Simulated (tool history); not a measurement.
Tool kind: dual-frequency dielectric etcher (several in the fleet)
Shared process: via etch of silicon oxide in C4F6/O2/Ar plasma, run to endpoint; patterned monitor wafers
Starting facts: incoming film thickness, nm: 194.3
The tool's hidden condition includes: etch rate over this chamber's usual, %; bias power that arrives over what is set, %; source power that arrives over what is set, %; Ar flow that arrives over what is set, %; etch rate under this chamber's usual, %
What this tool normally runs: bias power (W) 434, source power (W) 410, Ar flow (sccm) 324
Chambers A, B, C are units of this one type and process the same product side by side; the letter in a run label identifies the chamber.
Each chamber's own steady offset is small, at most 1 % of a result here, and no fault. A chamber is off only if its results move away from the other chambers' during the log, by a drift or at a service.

run	hour	bias power (W)	source power (W)	Ar flow (sccm)	hours since the last wet clean	hours since the last bias power generator calibration	hours since the last source power generator calibration	hours since the last Ar flow controller change	endpoint time (s)
1C	11.4	434	410	324	300.2	2262.5	583.2	1155.6	44.986
2B	20.1	434	410	324	115.4	3282.6	1084.8	1385.3	45.282
3A	29.9	434	410	324	266.3	114.1	322.3	1472.1	44.956
4A	36.6	434	410	324	273	120.8	329	1478.8	44.975
5B	43	434	410	324	138.3	3305.5	1107.7	1408.2	45.188
6C	52.5	434	410	324	341.3	2303.6	624.3	1196.7	44.745
7C	59.7	434	410	324	348.5	2310.8	631.5	1203.9	44.85
8A	69.1	434	410	324	305.5	153.3	361.5	1511.3	44.872
9B	76.3	434	410	324	171.6	3338.8	1141	1441.5	45.189
10C	87.3	336	480	324	376.1	2338.4	659.1	1231.5	46.588
11B	96.8	336	480	324	192.1	3359.3	1161.5	1462	46.804
12A	104.7	336	480	324	341.1	188.9	397.1	1546.9	46.466
13A	112.8	434	410	324	349.2	197	405.2	1555	44.931
14C	123.8	392	410	253	412.6	2374.9	695.6	1268	45.188
15B	131	392	410	253	226.3	3393.5	1195.7	1496.2	45.804
# hour 136.6: chamber C: wet clean of the chamber
16A	136.9	392	410	253	373.3	221.1	429.3	1579.1	45.318
17B	143.4	434	410	324	238.7	3405.9	1208.1	1508.6	45.081
18C	150.7	434	410	324	14.2	2401.8	722.5	1294.9	46.612
19A	157	434	410	324	393.4	241.2	449.4	1599.2	44.98
20B	167.3	434	410	324	262.6	3429.8	1232	1532.5	45.239
21C	178.3	434	410	324	41.8	2429.4	750.1	1322.5	46.811
22C	187.5	434	410	324	51	2438.6	759.3	1331.7	46.643
# hour 190.7: chamber C: bias power generator calibrated
23B	194.1	434	410	324	289.4	3456.6	1258.8	1559.3	45.229
# hour 196.9: chamber A: wet clean of the chamber
24A	203.5	434	410	274	6.6	287.7	495.9	1645.7	43.951
25B	210.4	434	410	274	305.7	3472.9	1275.1	1575.6	44.18
26C	216.9	434	410	274	80.4	26.3	788.7	1361.1	45.411
27A	228.2	434	410	324	31.3	312.4	520.6	1670.4	44.984
28A	233.3	434	410	324	36.4	317.5	525.7	1675.5	44.985
29C	243.4	434	410	324	106.9	52.8	815.2	1387.6	46.476
30B	249	434	410	324	344.3	3511.5	1313.7	1614.2	45.455
31A	256.4	434	460	385	59.5	340.6	548.8	1698.6	43.705
32C	265.9	434	460	385	129.4	75.3	837.7	1410.1	45.407
33B	272.1	434	460	385	367.4	3534.6	1336.8	1637.3	43.965
34C	277.6	434	410	369	141.1	87	849.4	1421.8	47.094
35A	286.9	434	410	369	90	371.1	579.3	1729.1	45.566
36B	294	434	410	369	389.3	3556.5	1358.7	1659.2	45.702
37C	300.9	434	410	324	164.4	110.3	872.7	1445.1	46.664
38A	311.3	434	410	324	114.4	395.5	603.7	1753.5	45.167

Is one chamber off against the others, does the gauge drift, or is nothing wrong? If a chamber is off, say which, and what the likeliest cause is.

After it was serviced, chamber C no longer matches the other chambers.
Cause: etch rate under this chamber's usual, % = 3.6.

Below are 4 candidate recipes for chamber C's next run, each the usual settings with a change, their results shown as question marks. Which of them brings C's results back in line with what the other chambers give on the usual settings?
Counts as in line when no further than this from what the other chambers average on the usual settings: endpoint time (s) 0.51
39C-1	319.8	397	410	324					?
39C-2	319.8	370	410	324					?
39C-3	319.8	466	440	324					?
39C-4	319.8	471	410	324					?

The other chambers' mean on the usual settings: endpoint time (s) 45.071
run	endpoint time (s)
39C-1	48.031
39C-2	49.257
39C-3	44.153
39C-4	45.128
The answer is 39C-4, which returns the chamber to within the allowed miss of the others.
